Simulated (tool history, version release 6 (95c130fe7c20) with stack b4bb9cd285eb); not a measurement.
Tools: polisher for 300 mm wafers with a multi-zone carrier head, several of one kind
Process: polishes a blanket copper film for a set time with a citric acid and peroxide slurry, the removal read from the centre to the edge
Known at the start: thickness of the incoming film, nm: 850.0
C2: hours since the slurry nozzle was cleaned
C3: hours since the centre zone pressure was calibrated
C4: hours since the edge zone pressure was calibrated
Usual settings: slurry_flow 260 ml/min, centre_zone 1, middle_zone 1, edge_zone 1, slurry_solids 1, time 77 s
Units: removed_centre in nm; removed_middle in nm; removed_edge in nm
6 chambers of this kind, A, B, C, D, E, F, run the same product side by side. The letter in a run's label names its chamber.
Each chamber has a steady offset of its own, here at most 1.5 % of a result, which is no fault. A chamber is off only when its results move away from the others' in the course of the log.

{"run": "1F", "hour": 7.0, "slurry_flow": 260, "centre_zone": 1, "middle_zone": 1, "edge_zone": 1, "slurry_solids": 1, "time": 77, "wafers polished on this pad": 184, "C2": 79.5, "C3": 637.7, "C4": 354.8, "removed_centre": 206.41, "removed_middle": 208.18, "removed_edge": 205.13}
{"run": "2C", "hour": 10.4, "slurry_flow": 260, "centre_zone": 1, "middle_zone": 1, "edge_zone": 1, "slurry_solids": 1, "time": 77, "wafers polished on this pad": 1382, "C2": 105.1, "C3": 123.6, "C4": 136.3, "removed_centre": 208.74, "removed_middle": 201.81, "removed_edge": 201.2}
{"hour": 13.2, "done": "chamber C: worn pad replaced by a new one"}
{"hour": 16.0, "done": "chamber A: worn pad replaced by a new one"}
{"run": "3E", "hour": 16.3, "slurry_flow": 260, "centre_zone": 1, "middle_zone": 1, "edge_zone": 1, "slurry_solids": 1, "time": 77, "wafers polished on this pad": 1150, "C2": 266, "C3": 846.8, "C4": 304.5, "removed_centre": 204.89, "removed_middle": 206.9, "removed_edge": 207.08}
{"run": "4B", "hour": 22.5, "slurry_flow": 260, "centre_zone": 1, "middle_zone": 1, "edge_zone": 1, "slurry_solids": 1, "time": 77, "wafers polished on this pad": 275, "C2": 88.7, "C3": 124.4, "C4": 495.8, "removed_centre": 203.36, "removed_middle": 206.79, "removed_edge": 205.52}
{"run": "5D", "hour": 26.9, "slurry_flow": 260, "centre_zone": 1, "middle_zone": 1, "edge_zone": 1, "slurry_solids": 1, "time": 77, "wafers polished on this pad": 353, "C2": 116.8, "C3": 782.8, "C4": 326.9, "removed_centre": 201.3, "removed_middle": 207.03, "removed_edge": 205.47}
{"run": "6A", "hour": 32.1, "slurry_flow": 260, "centre_zone": 1, "middle_zone": 1, "edge_zone": 1, "slurry_solids": 1, "time": 77, "wafers polished on this pad": 176, "C2": 70.1, "C3": 309.4, "C4": 433.7, "removed_centre": 201.49, "removed_middle": 207.43, "removed_edge": 205.72}
{"run": "7A", "hour": 38.3, "slurry_flow": 260, "centre_zone": 1, "middle_zone": 1, "edge_zone": 1, "slurry_solids": 1, "time": 77, "wafers polished on this pad": 244, "C2": 76.3, "C3": 315.6, "C4": 439.9, "removed_centre": 202.99, "removed_middle": 205.71, "removed_edge": 204.2}
{"hour": 41.8, "done": "chamber E: worn pad replaced by a new one"}
{"run": "8E", "hour": 43.9, "slurry_flow": 260, "centre_zone": 1, "middle_zone": 1, "edge_zone": 1, "slurry_solids": 1, "time": 77, "wafers polished on this pad": 23, "C2": 293.6, "C3": 874.4, "C4": 332.1, "removed_centre": 206.98, "removed_middle": 209.28, "removed_edge": 205.71}
{"run": "9F", "hour": 48.7, "slurry_flow": 260, "centre_zone": 1, "middle_zone": 1, "edge_zone": 1, "slurry_solids": 1, "time": 77, "wafers polished on this pad": 640, "C2": 121.2, "C3": 679.4, "C4": 396.5, "removed_centre": 206.33, "removed_middle": 206.42, "removed_edge": 204.63}
{"run": "10B", "hour": 54.2, "slurry_flow": 260, "centre_zone": 1, "middle_zone": 1, "edge_zone": 1, "slurry_solids": 1, "time": 77, "wafers polished on this pad": 621, "C2": 120.4, "C3": 156.1, "C4": 527.5, "removed_centre": 198.8, "removed_middle": 206.4, "removed_edge": 204.46}
{"run": "11C", "hour": 58.2, "slurry_flow": 260, "centre_zone": 1, "middle_zone": 1, "edge_zone": 1, "slurry_solids": 1, "time": 77, "wafers polished on this pad": 491, "C2": 152.9, "C3": 171.4, "C4": 184.1, "removed_centre": 204.68, "removed_middle": 203.06, "removed_edge": 203.16}
{"hour": 60.0, "done": "chamber E: edge zone pressure recalibrated"}
{"hour": 60.2, "done": "chamber B: worn pad replaced by a new one"}
{"run": "12D", "hour": 62.5, "slurry_flow": 260, "centre_zone": 1, "middle_zone": 1, "edge_zone": 1, "slurry_solids": 1, "time": 77, "wafers polished on this pad": 742, "C2": 152.4, "C3": 818.4, "C4": 362.5, "removed_centre": 202.29, "removed_middle": 202.66, "removed_edge": 205.63}
{"run": "13C", "hour": 67.0, "slurry_flow": 260, "centre_zone": 1, "middle_zone": 1, "edge_zone": 1, "slurry_solids": 1, "time": 77, "wafers polished on this pad": 587, "C2": 161.7, "C3": 180.2, "C4": 192.9, "removed_centre": 206.39, "removed_middle": 202.24, "removed_edge": 204.43}
{"run": "14D", "hour": 70.7, "slurry_flow": 260, "centre_zone": 1, "middle_zone": 1, "edge_zone": 1, "slurry_solids": 1, "time": 95, "wafers polished on this pad": 831, "C2": 160.6, "C3": 826.6, "C4": 370.7, "removed_centre": 248, "removed_middle": 249.14, "removed_edge": 254.74}
{"run": "15F", "hour": 75.5, "slurry_flow": 260, "centre_zone": 1, "middle_zone": 1, "edge_zone": 1, "slurry_solids": 1, "time": 95, "wafers polished on this pad": 933, "C2": 148, "C3": 706.2, "C4": 423.3, "removed_centre": 253.14, "removed_middle": 254.98, "removed_edge": 255.08}
{"run": "16B", "hour": 81.7, "slurry_flow": 260, "centre_zone": 1, "middle_zone": 1, "edge_zone": 1, "slurry_solids": 1, "time": 95, "wafers polished on this pad": 235, "C2": 147.9, "C3": 183.6, "C4": 555, "removed_centre": 246.14, "removed_middle": 250.83, "removed_edge": 256.22}
{"hour": 85.7, "done": "chamber A: worn pad replaced by a new one"}
{"run": "17A", "hour": 86.3, "slurry_flow": 260, "centre_zone": 1, "middle_zone": 1, "edge_zone": 1, "slurry_solids": 1, "time": 95, "wafers polished on this pad": 7, "C2": 124.3, "C3": 363.6, "C4": 487.9, "removed_centre": 251.53, "removed_middle": 250.43, "removed_edge": 253.05}
{"hour": 86.7, "done": "chamber D: worn pad replaced by a new one"}
{"hour": 86.8, "done": "chamber F: worn pad replaced by a new one"}
{"hour": 89.4, "done": "chamber F: edge zone pressure recalibrated"}
{"run": "18E", "hour": 91.5, "slurry_flow": 260, "centre_zone": 1, "middle_zone": 1, "edge_zone": 1, "slurry_solids": 1, "time": 95, "wafers polished on this pad": 543, "C2": 341.2, "C3": 922, "C4": 31.5, "removed_centre": 252.3, "removed_middle": 257.8, "removed_edge": 252.25}
{"run": "19C", "hour": 97.2, "slurry_flow": 260, "centre_zone": 1, "middle_zone": 1, "edge_zone": 1, "slurry_solids": 1, "time": 95, "wafers polished on this pad": 917, "C2": 191.9, "C3": 210.4, "C4": 223.1, "removed_centre": 254.41, "removed_middle": 245.4, "removed_edge": 248.83}
{"run": "20E", "hour": 104.1, "slurry_flow": 260, "centre_zone": 1, "middle_zone": 1, "edge_zone": 1, "slurry_solids": 1, "time": 77, "wafers polished on this pad": 681, "C2": 353.8, "C3": 934.6, "C4": 44.1, "removed_centre": 205.58, "removed_middle": 205.49, "removed_edge": 206.67}
{"run": "21B", "hour": 108.9, "slurry_flow": 260, "centre_zone": 1, "middle_zone": 1, "edge_zone": 1, "slurry_solids": 1, "time": 77, "wafers polished on this pad": 532, "C2": 175.1, "C3": 210.8, "C4": 582.2, "removed_centre": 198.89, "removed_middle": 206.46, "removed_edge": 206.68}
{"run": "22D", "hour": 115.3, "slurry_flow": 260, "centre_zone": 1, "middle_zone": 1, "edge_zone": 1, "slurry_solids": 1, "time": 54, "wafers polished on this pad": 312, "C2": 205.2, "C3": 871.2, "C4": 415.3, "removed_centre": 140.95, "removed_middle": 143.75, "removed_edge": 144.52}
{"run": "23F", "hour": 119.6, "slurry_flow": 260, "centre_zone": 1, "middle_zone": 1, "edge_zone": 1, "slurry_solids": 1, "time": 54, "wafers polished on this pad": 358, "C2": 192.1, "C3": 750.3, "C4": 30.2, "removed_centre": 144.74, "removed_middle": 146.06, "removed_edge": 143.62}
{"run": "24A", "hour": 124.2, "slurry_flow": 260, "centre_zone": 1, "middle_zone": 1, "edge_zone": 1, "slurry_solids": 1, "time": 54, "wafers polished on this pad": 421, "C2": 162.2, "C3": 401.5, "C4": 525.8, "removed_centre": 142.85, "removed_middle": 145.98, "removed_edge": 145.4}
{"hour": 126.6, "done": "chamber B: worn pad replaced by a new one"}
{"run": "25B", "hour": 129.7, "slurry_flow": 260, "centre_zone": 1, "middle_zone": 1, "edge_zone": 1, "slurry_solids": 1, "time": 54, "wafers polished on this pad": 34, "C2": 195.9, "C3": 231.6, "C4": 603, "removed_centre": 136.85, "removed_middle": 145.98, "removed_edge": 145.06}
{"run": "26A", "hour": 133.2, "slurry_flow": 260, "centre_zone": 1, "middle_zone": 1, "edge_zone": 1, "slurry_solids": 1, "time": 54, "wafers polished on this pad": 519, "C2": 171.2, "C3": 410.5, "C4": 534.8, "removed_centre": 143.72, "removed_middle": 146.45, "removed_edge": 142.84}
{"run": "27D", "hour": 138.8, "slurry_flow": 260, "centre_zone": 1, "middle_zone": 1, "edge_zone": 1, "slurry_solids": 1, "time": 54, "wafers polished on this pad": 569, "C2": 228.7, "C3": 894.7, "C4": 438.8, "removed_centre": 143.06, "removed_middle": 144.5, "removed_edge": 144.1}
{"run": "28E", "hour": 142.9, "slurry_flow": 260, "centre_zone": 1, "middle_zone": 1, "edge_zone": 1, "slurry_solids": 1, "time": 77, "wafers polished on this pad": 1105, "C2": 392.6, "C3": 973.4, "C4": 82.9, "removed_centre": 207.23, "removed_middle": 208.85, "removed_edge": 205.94}
{"run": "29C", "hour": 148.2, "slurry_flow": 260, "centre_zone": 1, "middle_zone": 1, "edge_zone": 1, "slurry_solids": 1, "time": 77, "wafers polished on this pad": 1474, "C2": 242.9, "C3": 261.4, "C4": 274.1, "removed_centre": 207.07, "removed_middle": 206.83, "removed_edge": 203.85}
{"hour": 151.4, "done": "chamber A: worn pad replaced by a new one"}
{"run": "30F", "hour": 153.2, "slurry_flow": 260, "centre_zone": 1, "middle_zone": 1, "edge_zone": 1, "slurry_solids": 1, "time": 77, "wafers polished on this pad": 725, "C2": 225.7, "C3": 783.9, "C4": 63.8, "removed_centre": 205.91, "removed_middle": 206.86, "removed_edge": 207.02}
{"run": "31F", "hour": 156.5, "slurry_flow": 260, "centre_zone": 1, "middle_zone": 1, "edge_zone": 1, "slurry_solids": 1, "time": 77, "wafers polished on this pad": 761, "C2": 229, "C3": 787.2, "C4": 67.1, "removed_centre": 205.28, "removed_middle": 204.82, "removed_edge": 204.2}
{"hour": 158.7, "done": "chamber C: worn pad replaced by a new one"}
{"hour": 162.4, "done": "chamber E: worn pad replaced by a new one"}
{"run": "32E", "hour": 163.3, "slurry_flow": 260, "centre_zone": 1, "middle_zone": 1, "edge_zone": 1, "slurry_solids": 1, "time": 77, "wafers polished on this pad": 10, "C2": 413, "C3": 993.8, "C4": 103.3, "removed_centre": 206.87, "removed_middle": 207.44, "removed_edge": 205.85}
{"run": "33C", "hour": 166.8, "slurry_flow": 260, "centre_zone": 1, "middle_zone": 1, "edge_zone": 1, "slurry_solids": 1, "time": 77, "wafers polished on this pad": 88, "C2": 261.5, "C3": 280, "C4": 292.7, "removed_centre": 206.23, "removed_middle": 201.33, "removed_edge": 204.76}
{"run": "34B", "hour": 170.3, "slurry_flow": 260, "centre_zone": 1, "middle_zone": 1, "edge_zone": 1, "slurry_solids": 1, "time": 77, "wafers polished on this pad": 477, "C2": 236.5, "C3": 272.2, "C4": 643.6, "removed_centre": 191.65, "removed_middle": 208.86, "removed_edge": 205.32}
{"run": "35D", "hour": 177.0, "slurry_flow": 260, "centre_zone": 1, "middle_zone": 1, "edge_zone": 1, "slurry_solids": 1, "time": 77, "wafers polished on this pad": 986, "C2": 266.9, "C3": 932.9, "C4": 477, "removed_centre": 205.31, "removed_middle": 202.49, "removed_edge": 205.26}
{"run": "36A", "hour": 181.6, "slurry_flow": 260, "centre_zone": 1, "middle_zone": 1, "edge_zone": 1, "slurry_solids": 1, "time": 77, "wafers polished on this pad": 329, "C2": 219.6, "C3": 458.9, "C4": 583.2, "removed_centre": 205, "removed_middle": 208.52, "removed_edge": 205.14}
{"run": "37D", "hour": 186.6, "slurry_flow": 260, "centre_zone": 1, "middle_zone": 1, "edge_zone": 1, "slurry_solids": 1, "time": 77, "wafers polished on this pad": 1091, "C2": 276.5, "C3": 942.5, "C4": 486.6, "removed_centre": 202.2, "removed_middle": 205.42, "removed_edge": 207.53}
{"run": "38C", "hour": 191.3, "slurry_flow": 260, "centre_zone": 1, "middle_zone": 1, "edge_zone": 1, "slurry_solids": 1, "time": 77, "wafers polished on this pad": 356, "C2": 286, "C3": 304.5, "C4": 317.2, "removed_centre": 209.59, "removed_middle": 202.37, "removed_edge": 202.34}

Is one chamber off against the others, does the gauge drift, or is nothing wrong? If a chamber is off, say which, and what the likeliest cause is.

Chamber B drifts away from the others.
Cause: centre zone's pressure below its setpoint, % = 5.98.

Here are 4 candidates for chamber B's next run, each the usual settings with a change, their results left as question marks. Which one brings its results back in line with what the others give on the usual settings?
In line means no further than this from the other chambers' mean on the usual settings: removed_centre 5.4 nm; removed_middle 7.3 nm; removed_edge 4.5 nm
{"run": "39B-1", "hour": 196.3, "slurry_flow": 255, "centre_zone": 0.94, "middle_zone": 1.01, "edge_zone": 1.02, "slurry_solids": 1, "time": 77, "removed_centre": "?", "removed_middle": "?", "removed_edge": "?"}
{"run": "39B-2", "hour": 196.3, "slurry_flow": 265, "centre_zone": 1.1, "middle_zone": 0.99, "edge_zone": 0.96, "slurry_solids": 1, "time": 77, "removed_centre": "?", "removed_middle": "?", "removed_edge": "?"}
{"run": "39B-3", "hour": 196.3, "slurry_flow": 265, "centre_zone": 1.06, "middle_zone": 0.99, "edge_zone": 0.98, "slurry_solids": 1, "time": 77, "removed_centre": "?", "removed_middle": "?", "removed_edge": "?"}
{"run": "39B-4", "hour": 196.3, "slurry_flow": 255, "centre_zone": 0.9, "middle_zone": 1.01, "edge_zone": 1.04, "slurry_solids": 1, "time": 77, "removed_centre": "?", "removed_middle": "?", "removed_edge": "?"}

The other chambers' mean on the usual settings: removed_centre 205.13 nm; removed_middle 205.96 nm; removed_edge 205.15 nm
run=39B-1 removed_centre=179.05 removed_middle=207.39 removed_edge=208.18
run=39B-2 removed_centre=213.57 removed_middle=204.33 removed_edge=202.51
run=39B-3 removed_centre=205.15 removed_middle=204.37 removed_edge=204.65
run=39B-4 removed_centre=170.67 removed_middle=207.42 removed_edge=210.31
39B-3 brings the chamber back in line.
